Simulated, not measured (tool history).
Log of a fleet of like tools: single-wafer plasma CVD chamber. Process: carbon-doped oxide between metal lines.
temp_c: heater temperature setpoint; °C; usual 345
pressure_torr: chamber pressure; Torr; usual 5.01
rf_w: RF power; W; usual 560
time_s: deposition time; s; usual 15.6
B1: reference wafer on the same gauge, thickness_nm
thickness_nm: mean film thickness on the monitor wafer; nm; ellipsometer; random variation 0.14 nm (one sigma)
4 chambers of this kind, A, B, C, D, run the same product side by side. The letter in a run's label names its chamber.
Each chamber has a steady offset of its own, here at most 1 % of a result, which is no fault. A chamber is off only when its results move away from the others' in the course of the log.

Run 1B, hour 4.7: usual settings; B1 83.964. Result: thickness_nm 87.709 nm.
Run 2C, hour 9.2: usual settings; B1 83.972. Result: thickness_nm 87.766 nm.
Run 3A, hour 14.3: usual settings; B1 83.963. Result: thickness_nm 87.556 nm.
Run 4D, hour 20.1: usual settings; B1 83.985. Result: thickness_nm 86.896 nm.
Run 5B, hour 26.6: usual settings; B1 84.020. Result: thickness_nm 87.730 nm.
Run 6C, hour 32.0: usual settings but temp_c 339 °C, pressure_torr 4.58 Torr; B1 84.042. Result: thickness_nm 88.385 nm.
Run 7D, hour 36.9: usual settings but temp_c 339 °C, pressure_torr 4.58 Torr; B1 84.038. Result: thickness_nm 87.782 nm.
Run 8A, hour 43.1: usual settings but temp_c 339 °C, pressure_torr 4.58 Torr; B1 84.066. Result: thickness_nm 87.973 nm.
Run 9B, hour 48.1: usual settings but temp_c 339 °C, pressure_torr 4.58 Torr; B1 84.111. Result: thickness_nm 88.797 nm.
Run 10A, hour 53.4: usual settings; B1 84.105. Result: thickness_nm 88.012 nm.
Run 11D, hour 58.9: usual settings; B1 84.140. Result: thickness_nm 87.376 nm.
Run 12C, hour 64.7: usual settings; B1 84.149. Result: thickness_nm 87.944 nm.
Run 13D, hour 68.3: usual settings but pressure_torr 4.18 Torr; B1 84.182. Result: thickness_nm 84.930 nm.
Run 14A, hour 72.5: usual settings but pressure_torr 4.18 Torr; B1 84.224. Result: thickness_nm 85.995 nm.
Run 15B, hour 77.9: usual settings but pressure_torr 4.18 Torr; B1 84.176. Result: thickness_nm 86.076 nm.
Run 16C, hour 82.3: usual settings but pressure_torr 4.18 Torr; B1 84.273. Result: thickness_nm 85.859 nm.
Run 17B, hour 85.7: usual settings; B1 84.275. Result: thickness_nm 88.394 nm.
Run 18C, hour 89.3: usual settings; B1 84.223. Result: thickness_nm 88.088 nm.
Run 19D, hour 94.1: usual settings; B1 84.262. Result: thickness_nm 87.267 nm.
Run 20A, hour 97.7: usual settings; B1 84.301. Result: thickness_nm 88.181 nm.
Run 21B, hour 103.8: usual settings; B1 84.301. Result: thickness_nm 88.088 nm.
Run 22D, hour 107.4: usual settings; B1 84.365. Result: thickness_nm 87.369 nm.
Run 23A, hour 112.6: usual settings; B1 84.371. Result: thickness_nm 88.133 nm.
Run 24C, hour 116.7: usual settings but temp_c 352 °C, pressure_torr 5.71 Torr; B1 84.393. Result: thickness_nm 88.104 nm.
Run 25A, hour 121.3: usual settings but temp_c 352 °C, pressure_torr 5.71 Torr; B1 84.438. Result: thickness_nm 87.631 nm.
Run 26B, hour 124.6: usual settings but temp_c 352 °C, pressure_torr 5.71 Torr; B1 84.438. Result: thickness_nm 88.224 nm.
Run 27D, hour 128.1: usual settings but temp_c 352 °C, pressure_torr 5.71 Torr; B1 84.436. Result: thickness_nm 87.185 nm.
Run 28C, hour 132.6: usual settings; B1 84.462. Result: thickness_nm 88.272 nm.

Next, every chamber runs the same settings. What will each give?
Run 29A, hour 137.3: usual settings. Result: thickness_nm ?.
Run 29B, hour 137.3: usual settings. Result: thickness_nm ?.
Run 29C, hour 137.3: usual settings. Result: thickness_nm ?.
Run 29D, hour 137.3: usual settings. Result: thickness_nm ?.

run  thickness_nm
29A        88.212
29B        88.324
29C        88.032
29D        87.713

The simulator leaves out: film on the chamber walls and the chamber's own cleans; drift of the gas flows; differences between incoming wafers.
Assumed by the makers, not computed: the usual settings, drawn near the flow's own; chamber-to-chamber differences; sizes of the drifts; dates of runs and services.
